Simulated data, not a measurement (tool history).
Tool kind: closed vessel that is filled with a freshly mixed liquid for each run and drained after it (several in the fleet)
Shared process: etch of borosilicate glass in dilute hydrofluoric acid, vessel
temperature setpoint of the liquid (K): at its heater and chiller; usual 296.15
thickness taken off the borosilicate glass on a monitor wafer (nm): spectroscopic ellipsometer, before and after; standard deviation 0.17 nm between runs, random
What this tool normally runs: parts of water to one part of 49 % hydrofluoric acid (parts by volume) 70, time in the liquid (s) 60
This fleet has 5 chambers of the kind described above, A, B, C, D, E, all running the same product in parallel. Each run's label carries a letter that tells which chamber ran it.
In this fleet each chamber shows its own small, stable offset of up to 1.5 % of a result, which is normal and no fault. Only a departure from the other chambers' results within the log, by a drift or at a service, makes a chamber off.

run,day,temperature setpoint of the liquid (K),parts of water to one part of 49 % hydrofluoric acid (parts by volume),time in the liquid (s),hours since the thermometer was replaced,hours since the hydrofluoric acid flow meter was replaced,"read-back film thickness of the borosilicate glass reference wafer, read on the same gauge (nm)",thickness taken off the borosilicate glass on a monitor wafer (nm)
1D,0.238,296.15,70,60,15.7,877.6,30.036,16.7420
2B,0.433,296.15,70,60,211.6,255.1,30.031,17.2490
3E,0.721,296.15,70,60,1048.2,558.1,29.951,17.2550
# day 0.775: chamber A: thermometer replaced
4A,1.025,296.15,70,60,6.1,2536.8,29.963,16.9900
5C,1.342,296.15,70,60,584.9,1398.5,29.999,16.6950
6E,1.517,296.15,70,60,1067.3,577.2,30.034,17.0860
7B,1.725,296.15,70,60,242.6,286.1,30.008,16.7010
8D,1.929,296.15,70,60,56.3,918.2,30.007,16.9690
# day 2.167: chamber A: hydrofluoric acid flow meter replaced
9A,2.225,296.15,60,30,34.9,1.4,29.998,9.7441
10C,2.554,296.15,60,30,614.0,1427.6,29.959,10.0280
11C,2.912,296.15,60,30,622.6,1436.2,30.031,10.0500
12A,3.283,296.15,60,30,60.3,26.8,29.970,10.0470
13D,3.462,296.15,60,30,93.1,955.0,29.975,9.8797
14B,3.692,296.15,70,60,289.8,333.3,29.946,16.7900
15E,4.038,296.15,70,60,1127.8,637.7,29.942,17.0430
16B,4.346,296.15,70,60,305.5,349.0,30.020,17.0880
17C,4.633,300.65,70,60,663.9,1477.5,30.047,20.0720
18A,4.938,300.65,70,60,100.0,66.5,30.005,19.9390
19D,5.233,300.65,70,60,135.6,997.5,29.991,20.0350
20E,5.579,300.65,70,60,1164.8,674.7,29.989,20.5000
21C,5.917,300.65,70,60,694.7,1508.3,29.951,19.8590
22B,6.146,292.65,40,60,348.7,392.2,30.031,27.3240
23A,6.350,292.65,40,60,133.9,100.4,29.922,26.3930
24D,6.621,292.65,40,60,168.9,1030.8,29.950,26.5630
25E,6.962,292.65,40,60,1198.0,707.9,29.993,27.0890
26D,7.233,292.65,40,60,183.6,1045.5,30.040,26.4950
27B,7.542,296.15,70,60,382.2,425.7,29.997,16.8630
28E,7.846,296.15,80,75,1219.2,729.1,30.026,19.0560
29A,8.162,296.15,80,75,177.4,143.9,29.966,18.2860
30C,8.433,296.15,80,75,755.1,1568.7,29.985,17.9640
31A,8.621,296.15,80,75,188.4,154.9,30.004,18.2830
32E,8.938,296.15,80,75,1245.4,755.3,30.006,19.0830
33D,9.325,296.15,70,60,233.8,1095.7,29.996,16.7420
34C,9.696,296.15,70,60,785.4,1599.0,30.024,16.7610
35B,9.892,293.15,70,80,438.6,482.1,30.011,19.8100
36D,10.067,293.15,70,80,251.6,1113.5,29.991,19.6800
37B,10.338,293.15,70,80,449.3,492.8,29.936,20.0720
38E,10.650,293.15,70,80,1286.5,796.4,30.026,21.0980
39C,11.029,293.15,70,80,817.4,1631.0,30.067,19.7730
40A,11.225,296.15,70,60,250.9,217.4,29.995,16.8240
41D,11.404,296.15,70,60,283.7,1145.6,29.997,16.7540
42C,11.754,298.65,70,60,834.8,1648.4,29.998,18.6360

Next, all 5 chambers run the settings below, one line each with question marks for the results. What does each chamber give?
43A,12.029,296.15,70,60,,,,?
43B,12.029,296.15,70,60,,,,?
43C,12.029,296.15,70,60,,,,?
43D,12.029,296.15,70,60,,,,?
43E,12.029,296.15,70,60,,,,?

run,thickness taken off the borosilicate glass on a monitor wafer (nm)
43A,16.8240
43B,17.0050
43C,16.7790
43D,16.7210
43E,18.3950
